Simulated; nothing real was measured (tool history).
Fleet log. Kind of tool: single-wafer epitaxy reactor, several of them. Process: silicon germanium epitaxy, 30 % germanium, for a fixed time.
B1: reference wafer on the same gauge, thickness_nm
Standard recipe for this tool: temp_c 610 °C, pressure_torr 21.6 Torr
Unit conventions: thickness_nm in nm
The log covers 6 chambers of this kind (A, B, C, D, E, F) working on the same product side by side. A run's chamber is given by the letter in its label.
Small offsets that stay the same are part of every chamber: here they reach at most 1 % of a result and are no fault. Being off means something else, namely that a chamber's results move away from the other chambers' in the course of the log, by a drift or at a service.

{"run": "1C", "hour": 10.4, "temp_c": 610, "pressure_torr": 21.6, "B1": 66.803, "thickness_nm": 72.559}
{"run": "2B", "hour": 23.8, "temp_c": 610, "pressure_torr": 21.6, "B1": 66.824, "thickness_nm": 72.935}
{"run": "3D", "hour": 36.0, "temp_c": 610, "pressure_torr": 21.6, "B1": 66.812, "thickness_nm": 73.833}
{"run": "4A", "hour": 45.8, "temp_c": 610, "pressure_torr": 21.6, "B1": 66.878, "thickness_nm": 73.362}
{"run": "5E", "hour": 59.4, "temp_c": 610, "pressure_torr": 21.6, "B1": 66.808, "thickness_nm": 73.112}
{"run": "6F", "hour": 69.4, "temp_c": 610, "pressure_torr": 21.6, "B1": 66.838, "thickness_nm": 73.588}
{"run": "7F", "hour": 79.5, "temp_c": 610, "pressure_torr": 21.6, "B1": 66.771, "thickness_nm": 73.365}
{"run": "8D", "hour": 92.6, "temp_c": 616, "pressure_torr": 21.6, "B1": 66.834, "thickness_nm": 81.278}
{"run": "9C", "hour": 100.1, "temp_c": 616, "pressure_torr": 21.6, "B1": 66.805, "thickness_nm": 81.294}
{"run": "10A", "hour": 108.2, "temp_c": 616, "pressure_torr": 21.6, "B1": 66.822, "thickness_nm": 81.885}
{"run": "11B", "hour": 120.2, "temp_c": 616, "pressure_torr": 21.6, "B1": 66.762, "thickness_nm": 81.081}
{"run": "12E", "hour": 129.9, "temp_c": 616, "pressure_torr": 21.6, "B1": 66.775, "thickness_nm": 81.067}
{"run": "13E", "hour": 137.3, "temp_c": 616, "pressure_torr": 21.6, "B1": 66.896, "thickness_nm": 80.493}
{"run": "14F", "hour": 147.9, "temp_c": 610, "pressure_torr": 21.6, "B1": 66.833, "thickness_nm": 73.441}
{"run": "15B", "hour": 161.3, "temp_c": 610, "pressure_torr": 21.6, "B1": 66.805, "thickness_nm": 72.476}
{"run": "16C", "hour": 170.3, "temp_c": 616, "pressure_torr": 25.6, "B1": 66.827, "thickness_nm": 87.111}
{"run": "17D", "hour": 181.4, "temp_c": 616, "pressure_torr": 25.6, "B1": 66.792, "thickness_nm": 87.052}
{"run": "18A", "hour": 191.9, "temp_c": 616, "pressure_torr": 25.6, "B1": 66.828, "thickness_nm": 88.166}
{"run": "19B", "hour": 202.9, "temp_c": 616, "pressure_torr": 25.6, "B1": 66.834, "thickness_nm": 87.067}
{"hour": 205.8, "done": "chamber A: capacitance manometer re-zeroed and calibrated"}
{"run": "20D", "hour": 210.7, "temp_c": 616, "pressure_torr": 25.6, "B1": 66.731, "thickness_nm": 86.986}
{"run": "21F", "hour": 216.8, "temp_c": 616, "pressure_torr": 25.6, "B1": 66.772, "thickness_nm": 87.967}
{"run": "22E", "hour": 228.4, "temp_c": 610, "pressure_torr": 21.6, "B1": 66.816, "thickness_nm": 71.372}
{"run": "23A", "hour": 237.8, "temp_c": 620, "pressure_torr": 26.5, "B1": 66.843, "thickness_nm": 95.865}
{"run": "24C", "hour": 249.9, "temp_c": 620, "pressure_torr": 26.5, "B1": 66.737, "thickness_nm": 94.529}
{"run": "25B", "hour": 260.0, "temp_c": 620, "pressure_torr": 26.5, "B1": 66.764, "thickness_nm": 94.378}
{"run": "26C", "hour": 272.3, "temp_c": 620, "pressure_torr": 26.5, "B1": 66.78, "thickness_nm": 94.261}
{"run": "27D", "hour": 282.7, "temp_c": 620, "pressure_torr": 26.5, "B1": 66.834, "thickness_nm": 94.5}
{"run": "28F", "hour": 290.5, "temp_c": 620, "pressure_torr": 26.5, "B1": 66.768, "thickness_nm": 95.143}
{"hour": 293.3, "done": "chamber D: capacitance manometer re-zeroed and calibrated"}
{"run": "29A", "hour": 302.4, "temp_c": 610, "pressure_torr": 21.6, "B1": 66.817, "thickness_nm": 73.201}
{"run": "30E", "hour": 311.8, "temp_c": 610, "pressure_torr": 21.6, "B1": 66.879, "thickness_nm": 71.013}
{"run": "31D", "hour": 325.1, "temp_c": 610, "pressure_torr": 21.6, "B1": 66.843, "thickness_nm": 73.123}
{"run": "32A", "hour": 332.5, "temp_c": 610, "pressure_torr": 21.6, "B1": 66.724, "thickness_nm": 73.116}
{"run": "33B", "hour": 340.7, "temp_c": 610, "pressure_torr": 21.6, "B1": 66.766, "thickness_nm": 72.615}
{"run": "34C", "hour": 351.4, "temp_c": 610, "pressure_torr": 21.6, "B1": 66.743, "thickness_nm": 73.14}
{"run": "35E", "hour": 363.7, "temp_c": 610, "pressure_torr": 21.6, "B1": 66.788, "thickness_nm": 70.648}
{"run": "36F", "hour": 376.8, "temp_c": 610, "pressure_torr": 21.6, "B1": 66.87, "thickness_nm": 73.391}
{"run": "37C", "hour": 384.8, "temp_c": 610, "pressure_torr": 21.6, "B1": 66.732, "thickness_nm": 72.859}
{"run": "38F", "hour": 398.3, "temp_c": 610, "pressure_torr": 21.6, "B1": 66.741, "thickness_nm": 73.814}
{"run": "39B", "hour": 410.2, "temp_c": 610, "pressure_torr": 21.6, "B1": 66.834, "thickness_nm": 72.455}
{"run": "40E", "hour": 418.8, "temp_c": 610, "pressure_torr": 21.6, "B1": 66.791, "thickness_nm": 69.255}

Predict what each chamber gives when all 6 of them run the settings below next.
{"run": "41A", "hour": 428.6, "temp_c": 610, "pressure_torr": 19.7, "thickness_nm": "?"}
{"run": "41B", "hour": 428.6, "temp_c": 610, "pressure_torr": 19.7, "thickness_nm": "?"}
{"run": "41C", "hour": 428.6, "temp_c": 610, "pressure_torr": 19.7, "thickness_nm": "?"}
{"run": "41D", "hour": 428.6, "temp_c": 610, "pressure_torr": 19.7, "thickness_nm": "?"}
{"run": "41E", "hour": 428.6, "temp_c": 610, "pressure_torr": 19.7, "thickness_nm": "?"}
{"run": "41F", "hour": 428.6, "temp_c": 610, "pressure_torr": 19.7, "thickness_nm": "?"}

run=41A thickness_nm=70.862
run=41B thickness_nm=70.112
run=41C thickness_nm=70.167
run=41D thickness_nm=70.930
run=41E thickness_nm=67.056
run=41F thickness_nm=70.871
